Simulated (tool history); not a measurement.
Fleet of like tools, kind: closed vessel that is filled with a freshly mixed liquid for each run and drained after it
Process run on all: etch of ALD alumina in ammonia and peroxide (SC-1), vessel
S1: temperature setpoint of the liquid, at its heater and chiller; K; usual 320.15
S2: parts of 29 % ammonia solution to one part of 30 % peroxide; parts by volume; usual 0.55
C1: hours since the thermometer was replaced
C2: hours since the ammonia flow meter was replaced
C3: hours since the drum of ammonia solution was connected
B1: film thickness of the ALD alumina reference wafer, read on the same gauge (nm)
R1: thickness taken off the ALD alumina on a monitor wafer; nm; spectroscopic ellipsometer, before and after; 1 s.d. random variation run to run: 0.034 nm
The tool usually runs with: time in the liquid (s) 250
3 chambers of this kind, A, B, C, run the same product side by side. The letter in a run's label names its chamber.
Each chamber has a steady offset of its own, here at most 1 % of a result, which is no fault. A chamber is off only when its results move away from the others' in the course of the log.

run 1B hour=3.1 | S1=320.15 S2=0.55 time_in_the_liquid_(s)=250 | C1=414.7 C2=1033.3 C3=194.5 | B1=39.986 | R1=10.819
run 2A hour=6.8 | S1=320.15 S2=0.55 time_in_the_liquid_(s)=250 | C1=194.9 C2=121.5 C3=153.8 | B1=39.987 | R1=11.002
run 3C hour=9.3 | S1=320.15 S2=0.55 time_in_the_liquid_(s)=250 | C1=1017.5 C2=727.8 C3=375 | B1=39.996 | R1=10.962
run 4B hour=13.4 | S1=320.15 S2=0.55 time_in_the_liquid_(s)=250 | C1=425 C2=1043.6 C3=204.8 | B1=39.985 | R1=10.823
run 5A hour=17.1 | S1=320.15 S2=0.55 time_in_the_liquid_(s)=250 | C1=205.2 C2=131.8 C3=164.1 | B1=39.977 | R1=11.01
run 6C hour=20.6 | S1=320.15 S2=0.55 time_in_the_liquid_(s)=250 | C1=1028.8 C2=739.1 C3=386.3 | B1=40.004 | R1=10.952
run 7C hour=23.5 | S1=320.15 S2=0.55 time_in_the_liquid_(s)=250 | C1=1031.7 C2=742 C3=389.2 | B1=39.992 | R1=10.915
-- hour=26.1 chamber C: ammonia flow meter replaced
run 8A hour=27.8 | S1=320.15 S2=0.55 time_in_the_liquid_(s)=250 | C1=215.9 C2=142.5 C3=174.8 | B1=40.009 | R1=10.991
run 9B hour=30.7 | S1=320.15 S2=0.55 time_in_the_liquid_(s)=250 | C1=442.3 C2=1060.9 C3=222.1 | B1=40.006 | R1=10.82
run 10B hour=33.9 | S1=320.15 S2=0.55 time_in_the_liquid_(s)=250 | C1=445.5 C2=1064.1 C3=225.3 | B1=39.993 | R1=10.821
run 11C hour=36.7 | S1=320.15 S2=0.55 time_in_the_liquid_(s)=250 | C1=1044.9 C2=10.7 C3=402.4 | B1=39.994 | R1=10.944
run 12A hour=40 | S1=320.15 S2=0.55 time_in_the_liquid_(s)=250 | C1=228.1 C2=154.7 C3=187 | B1=40.009 | R1=11.006
run 13A hour=43.4 | S1=320.15 S2=0.55 time_in_the_liquid_(s)=250 | C1=231.5 C2=158.1 C3=190.4 | B1=40.014 | R1=11.026
run 14B hour=46.1 | S1=320.15 S2=0.55 time_in_the_liquid_(s)=250 | C1=457.7 C2=1076.3 C3=237.5 | B1=40.046 | R1=10.807
run 15C hour=50.3 | S1=320.15 S2=0.55 time_in_the_liquid_(s)=250 | C1=1058.5 C2=24.3 C3=416 | B1=39.989 | R1=10.998
-- hour=51 chamber B: new drum of ammonia solution connected
run 16A hour=53.2 | S1=320.15 S2=0.55 time_in_the_liquid_(s)=250 | C1=241.3 C2=167.9 C3=200.2 | B1=39.982 | R1=11.028
run 17B hour=57.7 | S1=320.15 S2=0.55 time_in_the_liquid_(s)=250 | C1=469.3 C2=1087.9 C3=6.7 | B1=39.964 | R1=10.928
run 18C hour=60.4 | S1=320.15 S2=0.55 time_in_the_liquid_(s)=250 | C1=1068.6 C2=34.4 C3=426.1 | B1=39.999 | R1=11.119
run 19C hour=62.5 | S1=320.15 S2=0.55 time_in_the_liquid_(s)=250 | C1=1070.7 C2=36.5 C3=428.2 | B1=40.003 | R1=11.043
run 20B hour=66.5 | S1=313.15 S2=0.55 time_in_the_liquid_(s)=105 | C1=478.1 C2=1096.7 C3=15.5 | B1=40.007 | R1=3.0416
run 21A hour=69 | S1=313.15 S2=0.55 time_in_the_liquid_(s)=105 | C1=257.1 C2=183.7 C3=216 | B1=40.006 | R1=3.0885
run 22C hour=72.6 | S1=313.15 S2=0.55 time_in_the_liquid_(s)=105 | C1=1080.8 C2=46.6 C3=438.3 | B1=40.016 | R1=3.1041
run 23B hour=75.6 | S1=320.15 S2=0.55 time_in_the_liquid_(s)=250 | C1=487.2 C2=1105.8 C3=24.6 | B1=39.978 | R1=10.858
-- hour=78.9 chamber A: new drum of ammonia solution connected
run 24A hour=80.4 | S1=320.15 S2=0.55 time_in_the_liquid_(s)=250 | C1=268.5 C2=195.1 C3=1.5 | B1=40.005 | R1=10.942
run 25B hour=83 | S1=320.15 S2=0.55 time_in_the_liquid_(s)=250 | C1=494.6 C2=1113.2 C3=32 | B1=40.007 | R1=10.869
run 26C hour=85.8 | S1=317.15 S2=0.75 time_in_the_liquid_(s)=250 | C1=1094 C2=59.8 C3=451.5 | B1=40.008 | R1=9.6963
run 27A hour=89.9 | S1=317.15 S2=0.75 time_in_the_liquid_(s)=250 | C1=278 C2=204.6 C3=11 | B1=39.993 | R1=9.5912
run 28C hour=93.9 | S1=317.15 S2=0.75 time_in_the_liquid_(s)=250 | C1=1102.1 C2=67.9 C3=459.6 | B1=40.029 | R1=9.6825
run 29B hour=96.6 | S1=311.65 S2=0.55 time_in_the_liquid_(s)=310 | C1=508.2 C2=1126.8 C3=45.6 | B1=39.989 | R1=8.2025
run 30A hour=99.3 | S1=311.65 S2=0.55 time_in_the_liquid_(s)=310 | C1=287.4 C2=214 C3=20.4 | B1=39.984 | R1=8.3975
run 31B hour=101.4 | S1=311.65 S2=0.55 time_in_the_liquid_(s)=310 | C1=513 C2=1131.6 C3=50.4 | B1=39.995 | R1=8.2356
run 32C hour=104.7 | S1=320.15 S2=0.55 time_in_the_liquid_(s)=250 | C1=1112.9 C2=78.7 C3=470.4 | B1=39.996 | R1=11.221

Does one chamber stand apart from the rest, does the shared gauge drift, or is all well apart from small per-chamber offsets? Give the chamber and the most likely cause, where there is one.

Little by little, chamber C moves away from the other chambers.
Most likely cause: liquid hotter than its thermometer reads (K) = 0.39.

Here are 4 candidates for chamber C's next run, each the usual settings with a change, their results left as question marks. Which one brings its results back in line with what the others give on the usual settings?
In line means no further than this from the other chambers' mean on the usual settings: R1 0.12 nm
run 33C-1 hour=108.2 | S1=319.65 S2=0.55 time_in_the_liquid_(s)=250 | R1=?
run 33C-2 hour=108.2 | S1=320.15 S2=0.7 time_in_the_liquid_(s)=250 | R1=?
run 33C-3 hour=108.2 | S1=320.15 S2=0.6 time_in_the_liquid_(s)=250 | R1=?
run 33C-4 hour=108.2 | S1=320.15 S2=0.5 time_in_the_liquid_(s)=250 | R1=?

Average result of the remaining chambers running the usual settings: R1 10.929 nm
run=33C-1 R1=10.912
run=33C-2 R1=11.49
run=33C-3 R1=11.322
run=33C-4 R1=11.128
Change 33C-1 lands the chamber within the allowed miss of the other chambers.
